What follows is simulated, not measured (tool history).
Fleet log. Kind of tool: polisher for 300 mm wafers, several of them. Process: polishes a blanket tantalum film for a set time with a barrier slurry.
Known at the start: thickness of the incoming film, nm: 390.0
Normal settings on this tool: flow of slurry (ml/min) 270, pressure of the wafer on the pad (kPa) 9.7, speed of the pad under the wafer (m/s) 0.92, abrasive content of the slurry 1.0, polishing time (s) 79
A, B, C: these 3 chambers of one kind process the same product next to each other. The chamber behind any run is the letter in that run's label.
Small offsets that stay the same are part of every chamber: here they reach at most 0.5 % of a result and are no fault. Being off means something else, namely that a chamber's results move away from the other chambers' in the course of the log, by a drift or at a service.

run	hour	flow of slurry (ml/min)	pressure of the wafer on the pad (kPa)	speed of the pad under the wafer (m/s)	abrasive content of the slurry	polishing time (s)	film removed (Å)
1A	3.5	270	9.7	0.92	1.0	79	851.32
2B	10.4	270	9.7	0.92	1.0	79	845.01
3C	15.3	270	9.7	0.92	1.0	79	843.43
# hour 15.8: chamber A: slurry blender recalibrated
4C	20.9	270	9.7	0.92	1.0	79	842.73
5B	25.8	270	9.7	0.92	1.0	79	836.04
6A	30.0	270	9.7	0.92	1.0	79	850.39
7A	35.1	310	9.7	0.92	1.2	79	902.34
# hour 36.7: chamber B: slurry blender recalibrated
8B	40.9	310	9.7	0.92	1.2	79	888.88
9C	46.1	310	9.7	0.92	1.2	79	909.61
10A	51.3	270	9.7	0.92	1.0	79	838.02
11B	56.9	270	9.7	0.92	1.0	79	841.88
# hour 59.7: chamber C: slurry nozzle cleaned
12C	61.1	270	9.7	0.92	1.0	79	856.62
13B	65.1	270	9.7	0.92	1.0	79	833.21
# hour 68.5: chamber A: worn pad replaced by a new one
14A	70.1	270	9.7	0.66	1.0	67	516.39
# hour 71.5: chamber B: worn pad replaced by a new one
15C	75.9	270	9.7	0.66	1.0	67	505.62
16C	80.4	270	9.7	0.66	1.0	67	512.91
17B	84.8	270	9.7	0.92	1.0	79	826.02
18A	88.4	270	9.7	0.92	1.0	79	855.61
19C	92.6	270	9.7	0.92	1.0	79	854.66
20A	96.4	270	9.7	0.92	1.0	79	840.67
21B	101.6	270	9.7	0.92	1.0	79	844.57
22A	108.2	270	9.7	0.92	1.0	79	839.20
23C	112.5	270	9.7	0.92	1.0	79	853.49
# hour 115.6: chamber C: worn pad replaced by a new one
24B	116.4	270	9.7	0.92	1.0	79	853.25
25B	123.7	270	9.7	0.92	1.0	79	850.70
26A	128.7	270	9.7	0.92	1.0	79	856.72
27C	133.3	270	9.7	0.92	1.0	79	847.00
28B	139.4	270	9.7	0.92	1.0	79	834.11
29C	143.5	270	9.7	0.92	0.9	61	622.33
30A	147.8	270	9.7	0.92	0.9	61	634.88
31A	151.6	270	9.7	0.92	0.9	61	630.39
32C	155.8	270	9.7	0.92	1.0	79	837.42
33B	163.4	270	7.6	0.92	1.0	79	671.04
34C	167.9	270	7.6	0.92	1.0	79	659.36
35A	171.3	270	7.6	0.92	1.0	79	672.98
36B	178.2	270	9.7	1.20	1.0	79	1102.00
37C	184.8	270	9.7	1.20	1.0	79	1093.10

Decide between three cases: one chamber stands off from its peers, the gauge reading all wafers drifts, or nothing is wrong past each chamber's small offset. Where a chamber is off, say which and what most likely put it there.

Nothing is wrong: each chamber keeps only its own small, steady offset and the gauge holds still.
